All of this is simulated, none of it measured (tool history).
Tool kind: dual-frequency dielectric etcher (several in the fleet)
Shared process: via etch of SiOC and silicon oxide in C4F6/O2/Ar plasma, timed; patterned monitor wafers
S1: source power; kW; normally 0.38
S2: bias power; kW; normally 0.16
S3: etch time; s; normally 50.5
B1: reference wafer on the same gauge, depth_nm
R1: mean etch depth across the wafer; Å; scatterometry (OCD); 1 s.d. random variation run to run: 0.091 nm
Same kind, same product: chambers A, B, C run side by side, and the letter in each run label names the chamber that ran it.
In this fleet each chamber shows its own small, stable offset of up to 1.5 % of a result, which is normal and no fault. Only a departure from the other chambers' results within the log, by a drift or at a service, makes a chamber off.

run	day	S1	S2	S3	B1	R1
1B	0.212	0.38	0.16	50.5	44.002	537.93
2C	0.625	0.38	0.16	50.5	44.009	532.95
3A	0.858	0.38	0.16	50.5	44.007	531.99
4A	1.146	0.38	0.16	50.5	44.022	532.96
5B	1.512	0.38	0.16	50.5	44.025	538.28
6C	1.738	0.38	0.16	50.5	44.034	532.56
7B	2.012	0.38	0.16	50.5	44.051	537.65
8C	2.346	0.38	0.16	50.5	44.054	532.94
9A	2.625	0.38	0.16	50.5	44.07	533.49
10A	2.825	0.38	0.16	50.5	44.048	533.58
11C	3.233	0.38	0.16	50.5	44.092	532.96
# day 3.283: chamber B: wet clean of the chamber
12B	3.542	0.38	0.16	50.5	44.092	539.65
13A	3.754	0.38	0.16	50.5	44.096	535.24
14C	4.121	0.38	0.16	50.5	44.115	531.51
15B	4.375	0.38	0.16	50.5	44.1	538.78
# day 4.383: chamber C: wet clean of the chamber
16A	4.75	0.38	0.16	50.5	44.122	533.73
17B	4.979	0.38	0.16	50.5	44.127	538.74
18C	5.404	0.38	0.16	50.5	44.149	534.96
19B	5.817	0.38	0.16	50.5	44.156	539.05
20A	6.158	0.38	0.16	50.5	44.149	532.49
21C	6.508	0.38	0.16	50.5	44.161	534.02
22C	6.942	0.38	0.16	50.5	44.175	534.08
23A	7.133	0.38	0.16	50.5	44.189	535.01
24B	7.567	0.38	0.16	50.5	44.193	540.11
25B	7.767	0.38	0.16	50.5	44.19	539.19
26C	8.017	0.38	0.16	50.5	44.172	533.83
27A	8.425	0.38	0.16	50.5	44.206	535.5
# day 8.454: chamber A: wet clean of the chamber
28C	8.854	0.38	0.16	50.5	44.237	534.97
29B	9.283	0.38	0.16	50.5	44.223	540.9
30A	9.671	0.44	0.16	50.5	44.241	567.6
31C	9.912	0.44	0.16	50.5	44.248	566.73
32B	10.142	0.44	0.16	50.5	44.263	573.64
33A	10.558	0.38	0.16	50.5	44.277	535.47
34B	10.792	0.38	0.16	50.5	44.282	540.68
35C	11.162	0.38	0.16	50.5	44.263	533.33
36A	11.575	0.38	0.16	50.5	44.279	536.71
37A	11.804	0.38	0.16	50.5	44.303	536.87

What goes on in this fleet: one chamber off, a drifting gauge, or nothing beyond the chambers' own small offsets? Name the chamber and the cause, if any.

The shared gauge is drifting. All chambers look as if they move in step, but none is off.
What lies behind it: gauge reads high (%) = 0.694.
